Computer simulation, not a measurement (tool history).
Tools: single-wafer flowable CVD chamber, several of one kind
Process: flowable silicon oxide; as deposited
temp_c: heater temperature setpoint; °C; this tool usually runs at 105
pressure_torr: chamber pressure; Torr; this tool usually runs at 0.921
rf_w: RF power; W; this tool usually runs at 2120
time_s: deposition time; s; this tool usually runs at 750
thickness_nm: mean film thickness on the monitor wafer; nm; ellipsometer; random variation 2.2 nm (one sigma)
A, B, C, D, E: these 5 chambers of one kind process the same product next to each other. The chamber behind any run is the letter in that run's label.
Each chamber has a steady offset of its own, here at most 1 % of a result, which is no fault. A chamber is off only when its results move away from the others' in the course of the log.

| run | day | temp_c | pressure_torr | rf_w | time_s | read-back reference wafer on the same gauge, thickness_nm | thickness_nm |
|---|---|---|---|---|---|---|---|
| 1C | 0.262 | 105 | 0.921 | 2120 | 750 | 406.75 | 463.21 |
| 2A | 0.592 | 105 | 0.921 | 2120 | 750 | 406.35 | 471.59 |
|  | 0.621 | chamber A: capacitance manometer re-zeroed and calibrated |
| 3B | 0.879 | 105 | 0.921 | 2120 | 750 | 406.71 | 466.69 |
| 4D | 1.054 | 105 | 0.921 | 2120 | 750 | 406.6 | 469.04 |
| 5E | 1.429 | 98 | 0.921 | 2120 | 677 | 406.99 | 529.46 |
| 6C | 1.667 | 98 | 0.921 | 2120 | 677 | 406.89 | 522.93 |
| 7E | 1.954 | 98 | 0.921 | 2120 | 677 | 406.82 | 528.59 |
| 8B | 2.304 | 98 | 0.921 | 2120 | 677 | 407.29 | 533.42 |
| 9D | 2.679 | 98 | 0.921 | 2120 | 677 | 407.36 | 534.42 |
| 10A | 3.033 | 105 | 0.921 | 2120 | 750 | 407.04 | 466.08 |
| 11E | 3.304 | 105 | 0.921 | 2120 | 750 | 407.17 | 460.18 |
| 12D | 3.638 | 105 | 0.921 | 2380 | 794 | 407 | 505.02 |
| 13A | 3.871 | 105 | 0.921 | 2380 | 794 | 406.89 | 504.05 |
| 14B | 4.171 | 105 | 0.921 | 2380 | 794 | 406.8 | 505.9 |
| 15C | 4.367 | 105 | 0.921 | 2380 | 794 | 406.86 | 499.05 |
| 16D | 4.654 | 105 | 0.921 | 2380 | 794 | 407.21 | 506.54 |
| 17C | 4.929 | 105 | 0.921 | 2120 | 750 | 406.78 | 464.7 |
| 18A | 5.262 | 105 | 1.057 | 2120 | 886 | 407.41 | 651.24 |
| 19E | 5.617 | 105 | 1.057 | 2120 | 886 | 406.87 | 646.34 |
| 20B | 5.85 | 105 | 1.057 | 2120 | 886 | 406.69 | 646.21 |
| 21C | 6.1 | 105 | 1.057 | 2120 | 886 | 407.17 | 649.09 |
| 22A | 6.45 | 105 | 1.057 | 2120 | 886 | 407.07 | 653.59 |
| 23B | 6.721 | 105 | 0.921 | 2120 | 750 | 407.06 | 468.76 |
| 24D | 7.05 | 105 | 0.921 | 2120 | 750 | 407.11 | 473.44 |
| 25E | 7.225 | 105 | 0.921 | 2120 | 750 | 406.56 | 464.28 |
| 26A | 7.525 | 105 | 0.921 | 2120 | 750 | 406.76 | 469.07 |
| 27D | 7.762 | 105 | 0.921 | 2120 | 750 | 407.19 | 469.85 |
| 28B | 8.062 | 105 | 0.921 | 2120 | 750 | 406.22 | 466.61 |
| 29E | 8.317 | 105 | 0.921 | 2120 | 750 | 407.12 | 464.67 |
| 30C | 8.567 | 105 | 0.921 | 2120 | 750 | 406.81 | 463.68 |
| 31B | 8.854 | 105 | 0.921 | 2120 | 750 | 407.02 | 466.66 |
| 32C | 9.025 | 105 | 0.921 | 2120 | 750 | 407.25 | 462 |
| 33E | 9.267 | 105 | 0.921 | 2120 | 750 | 407.42 | 463.34 |
| 34A | 9.554 | 105 | 0.921 | 2120 | 750 | 406.65 | 469.44 |
| 35D | 9.788 | 105 | 0.921 | 2120 | 750 | 407.13 | 466.94 |
| 36B | 10.033 | 105 | 0.921 | 2120 | 750 | 406.72 | 466.1 |
| 37E | 10.229 | 105 | 0.921 | 2120 | 750 | 406.86 | 462.81 |
| 38D | 10.612 | 105 | 0.921 | 2120 | 750 | 406.81 | 469.22 |

All chambers now run identical settings, listed one chamber a line with results as question marks. What results will each chamber show?
| 39A | 10.888 | 105 | 0.921 | 2120 | 750 |  | ? |
| 39B | 10.888 | 105 | 0.921 | 2120 | 750 |  | ? |
| 39C | 10.888 | 105 | 0.921 | 2120 | 750 |  | ? |
| 39D | 10.888 | 105 | 0.921 | 2120 | 750 |  | ? |
| 39E | 10.888 | 105 | 0.921 | 2120 | 750 |  | ? |

| run | thickness_nm |
|---|---|
| 39A | 470.74 |
| 39B | 465.14 |
| 39C | 465.64 |
| 39D | 470.79 |
| 39E | 464.83 |

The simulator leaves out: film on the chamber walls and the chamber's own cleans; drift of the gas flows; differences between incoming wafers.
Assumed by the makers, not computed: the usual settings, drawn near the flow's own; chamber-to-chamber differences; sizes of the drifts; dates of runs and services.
